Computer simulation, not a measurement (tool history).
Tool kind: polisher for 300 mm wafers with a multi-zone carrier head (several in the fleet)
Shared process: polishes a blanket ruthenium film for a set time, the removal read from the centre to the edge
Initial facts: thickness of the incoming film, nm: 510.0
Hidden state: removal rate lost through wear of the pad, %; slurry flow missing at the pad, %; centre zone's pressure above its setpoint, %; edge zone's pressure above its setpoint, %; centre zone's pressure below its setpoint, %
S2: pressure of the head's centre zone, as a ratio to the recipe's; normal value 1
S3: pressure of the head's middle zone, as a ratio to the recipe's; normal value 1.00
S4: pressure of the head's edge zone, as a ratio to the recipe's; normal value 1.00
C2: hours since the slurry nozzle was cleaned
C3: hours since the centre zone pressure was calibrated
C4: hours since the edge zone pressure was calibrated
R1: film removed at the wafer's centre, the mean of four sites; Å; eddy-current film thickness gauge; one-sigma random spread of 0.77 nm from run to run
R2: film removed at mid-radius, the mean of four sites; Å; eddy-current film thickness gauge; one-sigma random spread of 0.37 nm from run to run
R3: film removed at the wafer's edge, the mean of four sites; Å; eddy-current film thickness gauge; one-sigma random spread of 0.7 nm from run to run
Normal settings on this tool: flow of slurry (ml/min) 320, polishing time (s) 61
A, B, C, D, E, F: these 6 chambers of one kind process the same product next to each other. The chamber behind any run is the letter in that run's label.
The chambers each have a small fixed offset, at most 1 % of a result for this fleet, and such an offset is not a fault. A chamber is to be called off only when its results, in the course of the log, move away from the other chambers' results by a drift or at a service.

-- hour=1.1 chamber D: edge zone pressure recalibrated
-- hour=3.8 chamber C: slurry nozzle cleaned
run 1D hour=5.1 | flow_of_slurry_(ml/min)=320 S2=1 S3=1.00 S4=1.00 polishing_time_(s)=61 | wafers_polished_on_this_pad=109 C2=146.3 C3=824.8 C4=4.0 | R1=585.81 R2=587.10 R3=582.11
-- hour=11.5 chamber F: centre zone pressure recalibrated
run 2C hour=12.1 | flow_of_slurry_(ml/min)=320 S2=1 S3=1.00 S4=1.00 polishing_time_(s)=61 | wafers_polished_on_this_pad=582 C2=8.4 C3=209.9 C4=62.6 | R1=563.59 R2=583.24 R3=582.07
run 3F hour=16.4 | flow_of_slurry_(ml/min)=320 S2=1 S3=1.00 S4=1.00 polishing_time_(s)=61 | wafers_polished_on_this_pad=323 C2=511.5 C3=5.0 C4=692.1 | R1=600.30 R2=580.93 R3=582.85
run 4B hour=21.2 | flow_of_slurry_(ml/min)=320 S2=1 S3=1.00 S4=1.00 polishing_time_(s)=61 | wafers_polished_on_this_pad=688 C2=24.9 C3=46.5 C4=86.5 | R1=574.87 R2=587.20 R3=578.84
run 5E hour=27.5 | flow_of_slurry_(ml/min)=320 S2=1 S3=1.00 S4=1.00 polishing_time_(s)=61 | wafers_polished_on_this_pad=784 C2=54.0 C3=499.0 C4=206.1 | R1=582.57 R2=585.86 R3=591.32
run 6A hour=33.5 | flow_of_slurry_(ml/min)=320 S2=1 S3=1.00 S4=1.00 polishing_time_(s)=61 | wafers_polished_on_this_pad=1192 C2=379.4 C3=474.5 C4=303.6 | R1=581.82 R2=578.01 R3=569.28
run 7F hour=38.8 | flow_of_slurry_(ml/min)=320 S2=1 S3=1.00 S4=1.00 polishing_time_(s)=61 | wafers_polished_on_this_pad=577 C2=533.9 C3=27.4 C4=714.5 | R1=574.36 R2=578.52 R3=592.69
-- hour=42.1 chamber D: slurry nozzle cleaned
run 8D hour=42.6 | flow_of_slurry_(ml/min)=320 S2=1 S3=1.00 S4=1.00 polishing_time_(s)=61 | wafers_polished_on_this_pad=536 C2=0.5 C3=862.3 C4=41.5 | R1=595.73 R2=587.07 R3=589.66
run 9C hour=45.9 | flow_of_slurry_(ml/min)=320 S2=1 S3=1.00 S4=1.04 polishing_time_(s)=78 | wafers_polished_on_this_pad=967 C2=42.2 C3=243.7 C4=96.4 | R1=755.71 R2=742.58 R3=762.74
-- hour=46.6 chamber A: worn pad replaced by a new one
-- hour=47.0 chamber B: worn pad replaced by a new one
run 10B hour=49.1 | flow_of_slurry_(ml/min)=320 S2=1 S3=1.00 S4=1.04 polishing_time_(s)=78 | wafers_polished_on_this_pad=24 C2=52.8 C3=74.4 C4=114.4 | R1=743.83 R2=747.54 R3=758.57
run 11E hour=54.1 | flow_of_slurry_(ml/min)=320 S2=1 S3=1.00 S4=1.04 polishing_time_(s)=78 | wafers_polished_on_this_pad=1087 C2=80.6 C3=525.6 C4=232.7 | R1=744.03 R2=747.95 R3=755.40
-- hour=54.5 chamber F: worn pad replaced by a new one
run 12A hour=58.4 | flow_of_slurry_(ml/min)=320 S2=1 S3=1.00 S4=1.04 polishing_time_(s)=78 | wafers_polished_on_this_pad=134 C2=404.3 C3=499.4 C4=328.5 | R1=732.09 R2=736.44 R3=766.62
-- hour=64.6 chamber C: worn pad replaced by a new one
run 13D hour=65.2 | flow_of_slurry_(ml/min)=320 S2=1 S3=1.00 S4=1.04 polishing_time_(s)=78 | wafers_polished_on_this_pad=793 C2=23.1 C3=884.9 C4=64.1 | R1=742.93 R2=748.07 R3=767.28
run 14F hour=71.6 | flow_of_slurry_(ml/min)=320 S2=1 S3=1.00 S4=1.04 polishing_time_(s)=78 | wafers_polished_on_this_pad=194 C2=566.7 C3=60.2 C4=747.3 | R1=760.38 R2=729.89 R3=767.50
run 15C hour=74.8 | flow_of_slurry_(ml/min)=320 S2=1 S3=1.00 S4=1.00 polishing_time_(s)=61 | wafers_polished_on_this_pad=116 C2=71.1 C3=272.6 C4=125.3 | R1=594.20 R2=582.16 R3=591.06
run 16E hour=81.3 | flow_of_slurry_(ml/min)=320 S2=1 S3=1.00 S4=1.00 polishing_time_(s)=61 | wafers_polished_on_this_pad=1396 C2=107.8 C3=552.8 C4=259.9 | R1=571.84 R2=566.49 R3=576.28
run 17A hour=87.7 | flow_of_slurry_(ml/min)=320 S2=1 S3=1.11 S4=1.00 polishing_time_(s)=71 | wafers_polished_on_this_pad=467 C2=433.6 C3=528.7 C4=357.8 | R1=683.08 R2=735.92 R3=661.60
run 18B hour=91.4 | flow_of_slurry_(ml/min)=320 S2=1 S3=1.11 S4=1.00 polishing_time_(s)=71 | wafers_polished_on_this_pad=505 C2=95.1 C3=116.7 C4=156.7 | R1=653.33 R2=756.13 R3=688.33
-- hour=92.3 chamber F: edge zone pressure recalibrated
run 19D hour=95.7 | flow_of_slurry_(ml/min)=320 S2=1 S3=1.11 S4=1.00 polishing_time_(s)=71 | wafers_polished_on_this_pad=1140 C2=53.6 C3=915.4 C4=94.6 | R1=698.54 R2=754.27 R3=683.49
run 20B hour=101.0 | flow_of_slurry_(ml/min)=320 S2=1 S3=1.11 S4=1.00 polishing_time_(s)=71 | wafers_polished_on_this_pad=614 C2=104.7 C3=126.3 C4=166.3 | R1=678.86 R2=757.52 R3=683.77
run 21C hour=105.6 | flow_of_slurry_(ml/min)=320 S2=1 S3=1.11 S4=1.00 polishing_time_(s)=71 | wafers_polished_on_this_pad=466 C2=101.9 C3=303.4 C4=156.1 | R1=670.12 R2=750.47 R3=673.41
-- hour=108.4 chamber D: worn pad replaced by a new one
run 22A hour=111.8 | flow_of_slurry_(ml/min)=320 S2=1 S3=1.11 S4=1.00 polishing_time_(s)=71 | wafers_polished_on_this_pad=741 C2=457.7 C3=552.8 C4=381.9 | R1=675.05 R2=742.69 R3=666.98
run 23F hour=115.4 | flow_of_slurry_(ml/min)=320 S2=1 S3=1.00 S4=1.00 polishing_time_(s)=61 | wafers_polished_on_this_pad=692 C2=610.5 C3=104.0 C4=23.1 | R1=579.23 R2=582.33 R3=587.46
run 24E hour=122.2 | flow_of_slurry_(ml/min)=320 S2=1 S3=1.00 S4=1.00 polishing_time_(s)=61 | wafers_polished_on_this_pad=1861 C2=148.7 C3=593.7 C4=300.8 | R1=546.79 R2=556.49 R3=556.15
run 25C hour=128.4 | flow_of_slurry_(ml/min)=320 S2=1 S3=1.00 S4=1.00 polishing_time_(s)=61 | wafers_polished_on_this_pad=725 C2=124.7 C3=326.2 C4=178.9 | R1=580.19 R2=577.58 R3=581.36
-- hour=130.0 chamber B: worn pad replaced by a new one
run 26B hour=132.6 | flow_of_slurry_(ml/min)=320 S2=1 S3=1.00 S4=1.00 polishing_time_(s)=61 | wafers_polished_on_this_pad=30 C2=136.3 C3=157.9 C4=197.9 | R1=581.81 R2=589.77 R3=575.29
-- hour=133.7 chamber F: worn pad replaced by a new one
run 27D hour=136.3 | flow_of_slurry_(ml/min)=320 S2=1 S3=1.00 S4=1.00 polishing_time_(s)=61 | wafers_polished_on_this_pad=318 C2=94.2 C3=956.0 C4=135.2 | R1=585.90 R2=587.69 R3=577.52
run 28E hour=142.0 | flow_of_slurry_(ml/min)=320 S2=1 S3=1.00 S4=1.00 polishing_time_(s)=61 | wafers_polished_on_this_pad=2086 C2=168.5 C3=613.5 C4=320.6 | R1=553.88 R2=546.89 R3=563.42
run 29F hour=146.8 | flow_of_slurry_(ml/min)=320 S2=1 S3=1.00 S4=1.00 polishing_time_(s)=61 | wafers_polished_on_this_pad=149 C2=641.9 C3=135.4 C4=54.5 | R1=580.43 R2=578.19 R3=587.79
run 30A hour=153.1 | flow_of_slurry_(ml/min)=320 S2=1 S3=1.00 S4=1.00 polishing_time_(s)=61 | wafers_polished_on_this_pad=1210 C2=499.0 C3=594.1 C4=423.2 | R1=564.36 R2=574.16 R3=569.30
run 31B hour=159.9 | flow_of_slurry_(ml/min)=320 S2=1 S3=1.00 S4=1.00 polishing_time_(s)=61 | wafers_polished_on_this_pad=340 C2=163.6 C3=185.2 C4=225.2 | R1=592.54 R2=585.06 R3=595.39
-- hour=160.3 chamber C: worn pad replaced by a new one
-- hour=160.9 chamber E: slurry nozzle cleaned
-- hour=163.0 chamber A: worn pad replaced by a new one
run 32A hour=163.0 | flow_of_slurry_(ml/min)=320 S2=1 S3=1.00 S4=1.00 polishing_time_(s)=79 | wafers_polished_on_this_pad=0 C2=508.9 C3=604.0 C4=433.1 | R1=734.83 R2=744.63 R3=759.44
-- hour=169.4 chamber A: edge zone pressure recalibrated
run 33C hour=169.9 | flow_of_slurry_(ml/min)=320 S2=1 S3=1.00 S4=1.00 polishing_time_(s)=79 | wafers_polished_on_this_pad=109 C2=166.2 C3=367.7 C4=220.4 | R1=761.06 R2=750.85 R3=752.11
run 34F hour=174.5 | flow_of_slurry_(ml/min)=320 S2=1 S3=1.00 S4=1.00 polishing_time_(s)=79 | wafers_polished_on_this_pad=464 C2=669.6 C3=163.1 C4=82.2 | R1=739.56 R2=749.78 R3=742.22
run 35D hour=178.4 | flow_of_slurry_(ml/min)=320 S2=1 S3=1.00 S4=1.00 polishing_time_(s)=79 | wafers_polished_on_this_pad=796 C2=136.3 C3=998.1 C4=177.3 | R1=771.00 R2=765.17 R3=748.35
run 36E hour=182.9 | flow_of_slurry_(ml/min)=320 S2=1 S3=1.00 S4=1.00 polishing_time_(s)=79 | wafers_polished_on_this_pad=2551 C2=22.0 C3=654.4 C4=361.5 | R1=703.84 R2=694.15 R3=695.48
-- hour=185.6 chamber A: slurry nozzle cleaned
run 37A hour=187.3 | flow_of_slurry_(ml/min)=320 S2=1 S3=1.00 S4=1.00 polishing_time_(s)=79 | wafers_polished_on_this_pad=276 C2=1.7 C3=628.3 C4=18.0 | R1=755.43 R2=751.13 R3=737.01
run 38F hour=190.6 | flow_of_slurry_(ml/min)=320 S2=1 S3=1.00 S4=1.00 polishing_time_(s)=61 | wafers_polished_on_this_pad=647 C2=685.7 C3=179.2 C4=98.3 | R1=577.97 R2=571.00 R3=592.57
run 39E hour=196.7 | flow_of_slurry_(ml/min)=320 S2=1 S3=1.00 S4=1.00 polishing_time_(s)=61 | wafers_polished_on_this_pad=2708 C2=35.8 C3=668.2 C4=375.3 | R1=546.75 R2=532.17 R3=528.44
run 40D hour=201.4 | flow_of_slurry_(ml/min)=320 S2=1 S3=0.89 S4=1.00 polishing_time_(s)=78 | wafers_polished_on_this_pad=1058 C2=159.3 C3=1021.1 C4=200.3 | R1=749.60 R2=675.69 R3=751.21
-- hour=201.5 chamber B: worn pad replaced by a new one
run 41B hour=204.5 | flow_of_slurry_(ml/min)=320 S2=1 S3=0.89 S4=1.00 polishing_time_(s)=78 | wafers_polished_on_this_pad=34 C2=208.2 C3=229.8 C4=269.8 | R1=735.86 R2=669.25 R3=749.84

Each of the 6 chambers runs these same settings next. Fill in every chamber's results:
run 42A hour=209.5 | flow_of_slurry_(ml/min)=320 S2=1 S3=1.00 S4=1.00 polishing_time_(s)=61 | R1=? R2=? R3=?
run 42B hour=209.5 | flow_of_slurry_(ml/min)=320 S2=1 S3=1.00 S4=1.00 polishing_time_(s)=61 | R1=? R2=? R3=?
run 42C hour=209.5 | flow_of_slurry_(ml/min)=320 S2=1 S3=1.00 S4=1.00 polishing_time_(s)=61 | R1=? R2=? R3=?
run 42D hour=209.5 | flow_of_slurry_(ml/min)=320 S2=1 S3=1.00 S4=1.00 polishing_time_(s)=61 | R1=? R2=? R3=?
run 42E hour=209.5 | flow_of_slurry_(ml/min)=320 S2=1 S3=1.00 S4=1.00 polishing_time_(s)=61 | R1=? R2=? R3=?
run 42F hour=209.5 | flow_of_slurry_(ml/min)=320 S2=1 S3=1.00 S4=1.00 polishing_time_(s)=61 | R1=? R2=? R3=?

run=42A R1=586.16 R2=586.54 R3=592.09
run=42B R1=578.75 R2=585.31 R3=583.47
run=42C R1=584.74 R2=578.92 R3=570.83
run=42D R1=584.12 R2=588.10 R3=590.24
run=42E R1=529.86 R2=528.10 R3=528.97
run=42F R1=569.87 R2=578.26 R3=585.30
